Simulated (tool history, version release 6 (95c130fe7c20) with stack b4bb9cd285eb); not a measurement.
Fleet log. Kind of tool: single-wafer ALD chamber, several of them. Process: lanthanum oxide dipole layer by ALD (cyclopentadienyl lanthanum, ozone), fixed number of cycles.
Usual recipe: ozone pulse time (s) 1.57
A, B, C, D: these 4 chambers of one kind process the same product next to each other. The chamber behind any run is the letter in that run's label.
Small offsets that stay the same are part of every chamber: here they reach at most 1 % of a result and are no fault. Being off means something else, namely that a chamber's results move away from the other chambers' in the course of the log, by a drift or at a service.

| run | hour | ozone pulse time (s) | hours since the last thermocouple change | hours since the last ozone generator service | read-back reference wafer on the same gauge, thickness_nm | mean film thickness on the monitor wafer (nm) |
|---|---|---|---|---|---|---|
| 1A | 6.9 | 1.57 | 89.8 | 381.5 | 0.60419 | 0.55596 |
| 2C | 16.1 | 1.57 | 459.5 | 480.4 | 0.60408 | 0.55169 |
| 3D | 23.8 | 1.57 | 59.3 | 185.5 | 0.60422 | 0.55033 |
| 4B | 31.7 | 1.57 | 333.7 | 678.7 | 0.60352 | 0.55498 |
| 5D | 41.6 | 1.81 | 77.1 | 203.3 | 0.60391 | 0.55809 |
| 6C | 50.9 | 1.81 | 494.3 | 515.2 | 0.60418 | 0.56027 |
| 7B | 55.3 | 1.81 | 357.3 | 702.3 | 0.60395 | 0.56592 |
| 8A | 59.9 | 1.81 | 142.8 | 434.5 | 0.60447 | 0.56289 |
| 9B | 65.8 | 1.57 | 367.8 | 712.8 | 0.60363 | 0.55484 |
| 10D | 72.5 | 1.57 | 108 | 234.2 | 0.60422 | 0.54843 |
| 11C | 79.8 | 1.05 | 523.2 | 544.1 | 0.6038 | 0.50382 |
| 12A | 86.9 | 1.05 | 169.8 | 461.5 | 0.6038 | 0.507 |
| 13B | 96.4 | 1.05 | 398.4 | 743.4 | 0.60395 | 0.51167 |
| 14A | 103.4 | 1.05 | 186.3 | 478 | 0.60392 | 0.50219 |
| 15D | 111.9 | 1.57 | 147.4 | 273.6 | 0.60377 | 0.55051 |
| 16C | 117.4 | 1.57 | 560.8 | 581.7 | 0.60401 | 0.5493 |
| 17A | 127.1 | 1.57 | 210 | 501.7 | 0.60417 | 0.54974 |
| 18B | 133 | 1.57 | 435 | 780 | 0.60416 | 0.55618 |
| 19C | 142.1 | 1.57 | 585.5 | 606.4 | 0.60399 | 0.55085 |
| 20D | 150.2 | 1.57 | 185.7 | 311.9 | 0.60393 | 0.55031 |
| 21D | 154.6 | 1.57 | 190.1 | 316.3 | 0.60403 | 0.54908 |
| 22A | 163.4 | 1.34 | 246.3 | 538 | 0.60427 | 0.52499 |
| 23C | 170 | 1.34 | 613.4 | 634.3 | 0.60425 | 0.5367 |
| 24B | 177.8 | 1.34 | 479.8 | 824.8 | 0.60398 | 0.5402 |
| 25D | 186.4 | 1.34 | 221.9 | 348.1 | 0.60424 | 0.53634 |
| 26A | 195.2 | 1.32 | 278.1 | 569.8 | 0.6038 | 0.52044 |
| 27B | 202.3 | 1.32 | 504.3 | 849.3 | 0.60383 | 0.53736 |
| 28C | 206.7 | 1.32 | 650.1 | 671 | 0.60413 | 0.53632 |

Predict what each chamber gives when all 4 of them run the settings below next.
| 29A | 213.9 | 1.57 |  |  |  | ? |
| 29B | 213.9 | 1.57 |  |  |  | ? |
| 29C | 213.9 | 1.57 |  |  |  | ? |
| 29D | 213.9 | 1.57 |  |  |  | ? |

| run | mean film thickness on the monitor wafer (nm) |
|---|---|
| 29A | 0.53903 |
| 29B | 0.55578 |
| 29C | 0.55064 |
| 29D | 0.55234 |
